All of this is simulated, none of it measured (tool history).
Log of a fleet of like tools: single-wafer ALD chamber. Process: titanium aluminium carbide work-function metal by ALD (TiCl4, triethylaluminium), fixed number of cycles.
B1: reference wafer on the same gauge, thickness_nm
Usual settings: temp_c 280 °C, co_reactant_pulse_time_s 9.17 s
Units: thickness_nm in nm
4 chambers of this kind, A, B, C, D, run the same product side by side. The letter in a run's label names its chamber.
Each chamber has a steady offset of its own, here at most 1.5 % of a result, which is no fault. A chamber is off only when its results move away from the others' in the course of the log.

{"run": "1B", "hour": 6.7, "temp_c": 280, "co_reactant_pulse_time_s": 9.17, "B1": 2.0708, "thickness_nm": 1.8279}
{"run": "2C", "hour": 11.7, "temp_c": 280, "co_reactant_pulse_time_s": 9.17, "B1": 2.0707, "thickness_nm": 1.801}
{"run": "3A", "hour": 15.2, "temp_c": 280, "co_reactant_pulse_time_s": 9.17, "B1": 2.0712, "thickness_nm": 1.8287}
{"run": "4D", "hour": 19.2, "temp_c": 280, "co_reactant_pulse_time_s": 9.17, "B1": 2.0717, "thickness_nm": 1.8057}
{"run": "5C", "hour": 22.3, "temp_c": 280, "co_reactant_pulse_time_s": 9.17, "B1": 2.0718, "thickness_nm": 1.8028}
{"run": "6D", "hour": 27.5, "temp_c": 280, "co_reactant_pulse_time_s": 9.17, "B1": 2.0724, "thickness_nm": 1.8011}
{"run": "7A", "hour": 32.6, "temp_c": 280, "co_reactant_pulse_time_s": 12.49, "B1": 2.0719, "thickness_nm": 1.8774}
{"run": "8B", "hour": 38.9, "temp_c": 280, "co_reactant_pulse_time_s": 12.49, "B1": 2.0726, "thickness_nm": 1.8917}
{"run": "9B", "hour": 43.2, "temp_c": 280, "co_reactant_pulse_time_s": 12.49, "B1": 2.0732, "thickness_nm": 1.8853}
{"run": "10A", "hour": 48.4, "temp_c": 280, "co_reactant_pulse_time_s": 12.49, "B1": 2.0742, "thickness_nm": 1.8875}
{"run": "11C", "hour": 53.7, "temp_c": 280, "co_reactant_pulse_time_s": 9.17, "B1": 2.074, "thickness_nm": 1.8094}
{"run": "12D", "hour": 57.8, "temp_c": 280, "co_reactant_pulse_time_s": 9.17, "B1": 2.076, "thickness_nm": 1.801}
{"run": "13C", "hour": 62.8, "temp_c": 280, "co_reactant_pulse_time_s": 9.17, "B1": 2.076, "thickness_nm": 1.8101}
{"run": "14D", "hour": 67.3, "temp_c": 280, "co_reactant_pulse_time_s": 9.17, "B1": 2.0756, "thickness_nm": 1.808}
{"run": "15A", "hour": 73.5, "temp_c": 280, "co_reactant_pulse_time_s": 9.17, "B1": 2.0754, "thickness_nm": 1.8269}
{"run": "16B", "hour": 77.7, "temp_c": 280, "co_reactant_pulse_time_s": 9.17, "B1": 2.0758, "thickness_nm": 1.8339}
{"run": "17B", "hour": 83.8, "temp_c": 280, "co_reactant_pulse_time_s": 9.17, "B1": 2.0761, "thickness_nm": 1.8417}
{"run": "18D", "hour": 90.0, "temp_c": 280, "co_reactant_pulse_time_s": 9.17, "B1": 2.0771, "thickness_nm": 1.806}
{"run": "19C", "hour": 95.6, "temp_c": 280, "co_reactant_pulse_time_s": 9.17, "B1": 2.0771, "thickness_nm": 1.8044}
{"hour": 97.6, "done": "chamber C: triethylaluminium bottle replaced"}
{"run": "20A", "hour": 99.2, "temp_c": 280, "co_reactant_pulse_time_s": 9.17, "B1": 2.0784, "thickness_nm": 1.8278}
{"run": "21D", "hour": 103.6, "temp_c": 280, "co_reactant_pulse_time_s": 9.17, "B1": 2.0781, "thickness_nm": 1.8126}
{"run": "22C", "hour": 110.2, "temp_c": 273, "co_reactant_pulse_time_s": 7.81, "B1": 2.0784, "thickness_nm": 1.7026}
{"run": "23A", "hour": 116.6, "temp_c": 273, "co_reactant_pulse_time_s": 7.81, "B1": 2.0778, "thickness_nm": 1.7258}
{"run": "24B", "hour": 121.5, "temp_c": 273, "co_reactant_pulse_time_s": 7.81, "B1": 2.0793, "thickness_nm": 1.732}
{"run": "25B", "hour": 124.7, "temp_c": 273, "co_reactant_pulse_time_s": 7.81, "B1": 2.0791, "thickness_nm": 1.7326}
{"run": "26C", "hour": 131.0, "temp_c": 280, "co_reactant_pulse_time_s": 9.17, "B1": 2.0797, "thickness_nm": 1.8119}
{"run": "27D", "hour": 137.6, "temp_c": 280, "co_reactant_pulse_time_s": 11.47, "B1": 2.0799, "thickness_nm": 1.8624}
{"run": "28A", "hour": 141.4, "temp_c": 280, "co_reactant_pulse_time_s": 11.47, "B1": 2.0803, "thickness_nm": 1.8768}
{"run": "29B", "hour": 147.1, "temp_c": 280, "co_reactant_pulse_time_s": 11.47, "B1": 2.0812, "thickness_nm": 1.886}
{"run": "30C", "hour": 150.8, "temp_c": 280, "co_reactant_pulse_time_s": 11.47, "B1": 2.0825, "thickness_nm": 1.8536}
{"run": "31D", "hour": 154.5, "temp_c": 280, "co_reactant_pulse_time_s": 9.17, "B1": 2.0818, "thickness_nm": 1.8205}
{"run": "32A", "hour": 157.5, "temp_c": 280, "co_reactant_pulse_time_s": 9.17, "B1": 2.082, "thickness_nm": 1.8372}
{"run": "33D", "hour": 163.4, "temp_c": 280, "co_reactant_pulse_time_s": 9.17, "B1": 2.0822, "thickness_nm": 1.8163}
{"run": "34C", "hour": 166.6, "temp_c": 280, "co_reactant_pulse_time_s": 9.17, "B1": 2.0825, "thickness_nm": 1.8165}
{"run": "35A", "hour": 170.3, "temp_c": 280, "co_reactant_pulse_time_s": 9.17, "B1": 2.0834, "thickness_nm": 1.8327}
{"run": "36B", "hour": 175.6, "temp_c": 280, "co_reactant_pulse_time_s": 9.17, "B1": 2.0835, "thickness_nm": 1.8456}

What goes on in this fleet: one chamber off, a drifting gauge, or nothing beyond the chambers' own small offsets? Name the chamber and the cause, if any.

The gauge drifts, so all chambers seem to drift together. No chamber is off.
Cause: gauge reads high (%) = 0.672.

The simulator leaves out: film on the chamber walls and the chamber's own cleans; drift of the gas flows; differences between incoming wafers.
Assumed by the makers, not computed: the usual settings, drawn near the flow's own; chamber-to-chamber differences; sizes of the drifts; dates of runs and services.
